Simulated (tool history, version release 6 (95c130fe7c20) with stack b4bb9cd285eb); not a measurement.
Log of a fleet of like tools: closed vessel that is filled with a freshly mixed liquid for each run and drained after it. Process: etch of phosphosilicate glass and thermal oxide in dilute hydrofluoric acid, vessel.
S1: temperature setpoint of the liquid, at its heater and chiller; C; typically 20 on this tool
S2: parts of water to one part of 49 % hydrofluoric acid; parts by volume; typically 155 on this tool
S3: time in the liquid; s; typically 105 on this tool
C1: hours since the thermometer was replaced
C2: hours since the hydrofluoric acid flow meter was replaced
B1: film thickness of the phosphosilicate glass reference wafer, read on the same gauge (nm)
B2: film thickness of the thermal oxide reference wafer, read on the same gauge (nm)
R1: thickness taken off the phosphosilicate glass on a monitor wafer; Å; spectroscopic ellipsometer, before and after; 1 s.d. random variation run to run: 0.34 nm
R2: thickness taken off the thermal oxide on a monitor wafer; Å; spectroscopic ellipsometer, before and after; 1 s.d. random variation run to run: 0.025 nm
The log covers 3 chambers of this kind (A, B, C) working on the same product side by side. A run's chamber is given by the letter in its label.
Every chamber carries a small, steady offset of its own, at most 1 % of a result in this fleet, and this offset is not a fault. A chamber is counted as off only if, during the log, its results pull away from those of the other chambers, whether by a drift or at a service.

run	hour	S1	S2	S3	C1	C2	B1	B2	R1	R2
1C	9.6	20	155	105	1111.4	175.1	30.008	79.987	460.87	25.674
2B	20.9	20	155	105	151.1	411.1	29.986	79.987	451.5	25.566
# hour 29.1: chamber A: hydrofluoric acid flow meter replaced
3A	35.3	20	155	105	805.9	6.2	30.008	79.978	451	26.195
4B	46.2	20	155	105	176.4	436.4	29.998	80.004	460.83	25.972
5C	54.7	17	155	105	1156.5	220.2	29.991	79.966	402.6	22.829
6A	64.8	17	155	105	835.4	35.7	29.992	80.036	399.64	22.835
7A	77.9	17	155	105	848.5	48.8	30.021	79.999	399.66	23.306
8B	92.4	17	155	60	222.6	482.6	30.008	80	229.96	12.991
9C	102.2	17	155	60	1204	267.7	30.007	80.025	227.96	13.474
10B	112.6	17	155	60	242.8	502.8	30.018	80.014	231.62	13.218
11C	121.4	20	155	105	1223.2	286.9	30.015	80.005	455.74	25.606
12A	136	20	155	105	906.6	106.9	30.017	80.01	445.34	26.297
13C	146.3	20	155	105	1248.1	311.8	30.008	80.002	446.54	25.77
14B	153.2	20	155	105	283.4	543.4	29.999	79.989	446.03	26.055
# hour 163.6: chamber C: thermometer replaced
15A	165.4	20	155	105	936	136.3	29.987	79.99	452.15	25.865
16B	179.7	20	155	105	309.9	569.9	29.973	80.006	452.7	25.757
17C	189	20	155	105	25.5	354.5	30.018	80.011	449.65	26.267
18A	197	20	155	105	967.6	167.9	29.995	79.987	457.88	26.111
19C	208.4	20	155	105	44.9	373.9	29.987	80.013	450.82	25.96
20B	214.9	20	155	105	345.1	605.1	29.997	79.962	447.01	25.86
21A	228.5	20	155	105	999.1	199.4	30.007	80.054	452.78	25.928
22B	237.2	20	155	105	367.4	627.4	29.987	79.985	447.87	26.14
23C	251.6	20	155	105	88.1	417.1	29.995	80.003	451.27	26.095
24A	258.3	20	155	105	1028.9	229.2	30.006	80.001	449.98	25.834
25B	271.9	20	155	105	402.1	662.1	29.995	79.994	452.58	26.054
26C	278.5	20	155	105	115	444	30.022	80.02	456.8	25.582
27A	288.6	20	155	105	1059.2	259.5	30.006	80.006	450.3	25.744
28B	297.3	20	155	105	427.5	687.5	30.008	80.006	457.84	26.106
29A	305.7	20	155	105	1076.3	276.6	30.004	79.976	458.82	26.211
30C	313.7	20	155	105	150.2	479.2	29.998	80.009	455.09	25.875
31B	328.1	20	155	105	458.3	718.3	29.996	79.989	449.85	26.247
32A	340.9	20	220	105	1111.5	311.8	30.007	80.007	301.44	17.507
33C	352.9	20	220	105	189.4	518.4	30.011	80.009	298.44	17.349
34C	361.2	20	220	105	197.7	526.7	29.987	79.989	300.66	17.205
35B	371.6	20	115	105	501.8	761.8	29.996	79.988	638.93	36.85
36A	379.5	20	115	105	1150.1	350.4	30.003	79.986	635.4	36.562
37A	387.1	20	115	105	1157.7	358	29.99	79.989	632.64	35.846
38C	397	20	155	105	233.5	562.5	30.015	80.004	459.28	25.878
39B	404	20	155	105	534.2	794.2	29.977	80.028	458.57	26.095
40B	413	20	155	105	543.2	803.2	29.992	80.017	455.03	25.909

Has any chamber moved away from the others, gradually or after a service, or does the common gauge drift, or do the chambers differ only by their own small steady offsets? State the chamber and the most likely cause if one applies.

The fleet is healthy, with each chamber sitting at its usual small offset and no drift in the gauge.

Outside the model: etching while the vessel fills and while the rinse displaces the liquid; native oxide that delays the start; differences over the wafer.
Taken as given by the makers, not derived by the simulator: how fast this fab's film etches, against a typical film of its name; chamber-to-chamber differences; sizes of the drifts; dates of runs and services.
